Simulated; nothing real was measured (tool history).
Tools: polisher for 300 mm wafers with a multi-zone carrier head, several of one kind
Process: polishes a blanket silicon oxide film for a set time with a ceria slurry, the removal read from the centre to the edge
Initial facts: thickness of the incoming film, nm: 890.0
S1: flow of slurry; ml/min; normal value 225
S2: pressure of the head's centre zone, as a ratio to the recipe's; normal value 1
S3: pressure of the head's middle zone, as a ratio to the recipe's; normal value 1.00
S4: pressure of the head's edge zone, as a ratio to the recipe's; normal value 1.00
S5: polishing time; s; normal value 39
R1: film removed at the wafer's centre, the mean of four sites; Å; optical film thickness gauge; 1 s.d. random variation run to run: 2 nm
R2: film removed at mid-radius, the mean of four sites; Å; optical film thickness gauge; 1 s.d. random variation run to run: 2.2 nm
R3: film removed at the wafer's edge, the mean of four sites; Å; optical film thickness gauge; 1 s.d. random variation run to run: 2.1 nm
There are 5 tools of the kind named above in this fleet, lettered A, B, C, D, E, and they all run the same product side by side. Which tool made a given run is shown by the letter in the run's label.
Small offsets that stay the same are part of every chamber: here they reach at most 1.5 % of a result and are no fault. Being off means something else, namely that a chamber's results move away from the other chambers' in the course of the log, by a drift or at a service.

run 1B day=0.375 | S1=225 S2=1 S3=1.00 S4=1.00 S5=39 | R1=1701.8 R2=1706.1 R3=1689.4
-- day=0.533 chamber E: worn pad replaced by a new one
run 2A day=0.579 | S1=225 S2=1 S3=1.00 S4=1.00 S5=39 | R1=1735.2 R2=1666.7 R3=1710.2
run 3E day=0.921 | S1=225 S2=1 S3=1.00 S4=1.00 S5=39 | R1=1725.5 R2=1763.8 R3=1678.7
-- day=1.158 chamber D: worn pad replaced by a new one
run 4C day=1.229 | S1=225 S2=1 S3=1.00 S4=1.00 S5=39 | R1=1721.4 R2=1692.5 R3=1706.8
-- day=1.417 chamber B: worn pad replaced by a new one
run 5D day=1.538 | S1=280 S2=1 S3=1.00 S4=1.00 S5=39 | R1=1775.1 R2=1722.2 R3=1732.0
run 6B day=1.946 | S1=280 S2=1 S3=1.00 S4=1.00 S5=39 | R1=1724.1 R2=1719.2 R3=1707.2
-- day=1.962 chamber C: worn pad replaced by a new one
run 7E day=2.250 | S1=280 S2=1 S3=1.00 S4=1.00 S5=39 | R1=1771.8 R2=1728.7 R3=1713.5
-- day=2.533 chamber A: worn pad replaced by a new one
run 8A day=2.654 | S1=280 S2=1 S3=1.00 S4=1.00 S5=39 | R1=1796.1 R2=1714.1 R3=1729.9
run 9C day=2.917 | S1=280 S2=1 S3=1.00 S4=1.00 S5=39 | R1=1788.4 R2=1717.6 R3=1745.0
-- day=2.967 chamber D: slurry nozzle cleaned
run 10D day=3.171 | S1=225 S2=1 S3=1.00 S4=1.00 S5=39 | R1=1694.8 R2=1704.8 R3=1697.8
run 11E day=3.567 | S1=225 S2=1 S3=1.00 S4=1.00 S5=39 | R1=1696.1 R2=1753.0 R3=1696.5
-- day=3.638 chamber E: slurry nozzle cleaned
-- day=3.817 chamber E: worn pad replaced by a new one
run 12B day=3.871 | S1=225 S2=1 S3=1.00 S4=1.00 S5=39 | R1=1707.1 R2=1716.9 R3=1710.8
-- day=4.092 chamber C: worn pad replaced by a new one
run 13A day=4.154 | S1=225 S2=1 S3=1.00 S4=1.00 S5=39 | R1=1705.0 R2=1697.0 R3=1690.0
-- day=4.475 chamber D: worn pad replaced by a new one
run 14D day=4.500 | S1=225 S2=1 S3=1.00 S4=1.00 S5=39 | R1=1706.8 R2=1715.5 R3=1731.9
run 15C day=4.692 | S1=225 S2=1 S3=1.00 S4=1.00 S5=39 | R1=1719.8 R2=1704.2 R3=1693.1
run 16D day=5.029 | S1=225 S2=1 S3=1.00 S4=1.00 S5=39 | R1=1716.9 R2=1697.0 R3=1694.5
run 17A day=5.262 | S1=225 S2=1 S3=1.00 S4=1.00 S5=39 | R1=1700.7 R2=1675.5 R3=1699.4
run 18B day=5.496 | S1=225 S2=1 S3=1.00 S4=1.00 S5=39 | R1=1698.1 R2=1699.2 R3=1738.5
-- day=5.667 chamber B: worn pad replaced by a new one
run 19E day=5.725 | S1=290 S2=1 S3=1.00 S4=1.00 S5=39 | R1=1748.6 R2=1785.8 R3=1726.8
run 20C day=5.988 | S1=290 S2=1 S3=1.00 S4=1.00 S5=39 | R1=1773.4 R2=1783.3 R3=1708.0
-- day=6.012 chamber A: slurry nozzle cleaned
-- day=6.117 chamber B: slurry nozzle cleaned
run 21B day=6.250 | S1=290 S2=1 S3=1.00 S4=1.00 S5=39 | R1=1759.2 R2=1771.9 R3=1712.9
-- day=6.325 chamber A: worn pad replaced by a new one
-- day=6.354 chamber C: worn pad replaced by a new one
run 22E day=6.604 | S1=290 S2=1 S3=1.00 S4=1.00 S5=39 | R1=1758.1 R2=1769.1 R3=1723.8
run 23C day=7.004 | S1=290 S2=1 S3=1.00 S4=1.00 S5=39 | R1=1756.1 R2=1751.8 R3=1727.6
run 24D day=7.350 | S1=225 S2=1 S3=1.00 S4=1.00 S5=39 | R1=1677.4 R2=1658.4 R3=1661.6
-- day=7.488 chamber D: worn pad replaced by a new one
run 25A day=7.550 | S1=225 S2=1 S3=1.00 S4=1.00 S5=39 | R1=1697.0 R2=1685.3 R3=1684.0
-- day=7.688 chamber E: worn pad replaced by a new one
run 26B day=7.921 | S1=225 S2=1 S3=0.93 S4=1.00 S5=26 | R1=1119.8 R2=1068.4 R3=1120.6
run 27C day=8.342 | S1=225 S2=1 S3=0.93 S4=1.00 S5=26 | R1=1129.8 R2=1065.7 R3=1132.2
-- day=8.392 chamber C: centre zone pressure recalibrated
-- day=8.433 chamber B: edge zone pressure recalibrated
run 28D day=8.600 | S1=225 S2=1 S3=0.93 S4=1.00 S5=26 | R1=1142.1 R2=1073.0 R3=1144.4
-- day=8.733 chamber C: worn pad replaced by a new one
run 29E day=9.008 | S1=225 S2=1 S3=0.93 S4=1.00 S5=26 | R1=1129.2 R2=1070.4 R3=1131.5
run 30A day=9.392 | S1=225 S2=1 S3=0.93 S4=1.00 S5=26 | R1=1121.2 R2=1042.4 R3=1140.8
-- day=9.579 chamber B: worn pad replaced by a new one
-- day=9.646 chamber A: worn pad replaced by a new one
run 31A day=9.675 | S1=225 S2=1 S3=1.00 S4=1.00 S5=39 | R1=1721.9 R2=1657.7 R3=1681.9
run 32C day=9.883 | S1=225 S2=1 S3=1.00 S4=1.00 S5=39 | R1=1700.1 R2=1679.2 R3=1744.8
run 33E day=10.283 | S1=225 S2=1 S3=1.00 S4=1.00 S5=39 | R1=1723.1 R2=1737.4 R3=1697.2
run 34B day=10.554 | S1=225 S2=1 S3=1.00 S4=1.00 S5=39 | R1=1692.9 R2=1729.6 R3=1700.5
run 35D day=10.771 | S1=225 S2=1 S3=1.00 S4=1.00 S5=39 | R1=1672.1 R2=1703.3 R3=1670.3
run 36D day=11.100 | S1=225 S2=1 S3=1.00 S4=1.00 S5=39 | R1=1664.6 R2=1667.7 R3=1675.0
-- day=11.175 chamber A: edge zone pressure recalibrated
-- day=11.338 chamber E: worn pad replaced by a new one
run 37B day=11.462 | S1=160 S2=1 S3=1.00 S4=0.91 S5=39 | R1=1641.3 R2=1625.1 R3=1536.6
run 38A day=11.746 | S1=160 S2=1 S3=1.00 S4=0.91 S5=39 | R1=1633.3 R2=1629.3 R3=1562.3
run 39E day=11.971 | S1=160 S2=1 S3=1.00 S4=0.91 S5=39 | R1=1597.7 R2=1639.1 R3=1553.8

Is one chamber off against the others, does the gauge drift, or is nothing wrong? If a chamber is off, say which, and what the likeliest cause is.

The fleet is healthy, with each chamber sitting at its usual small offset and no drift in the gauge.
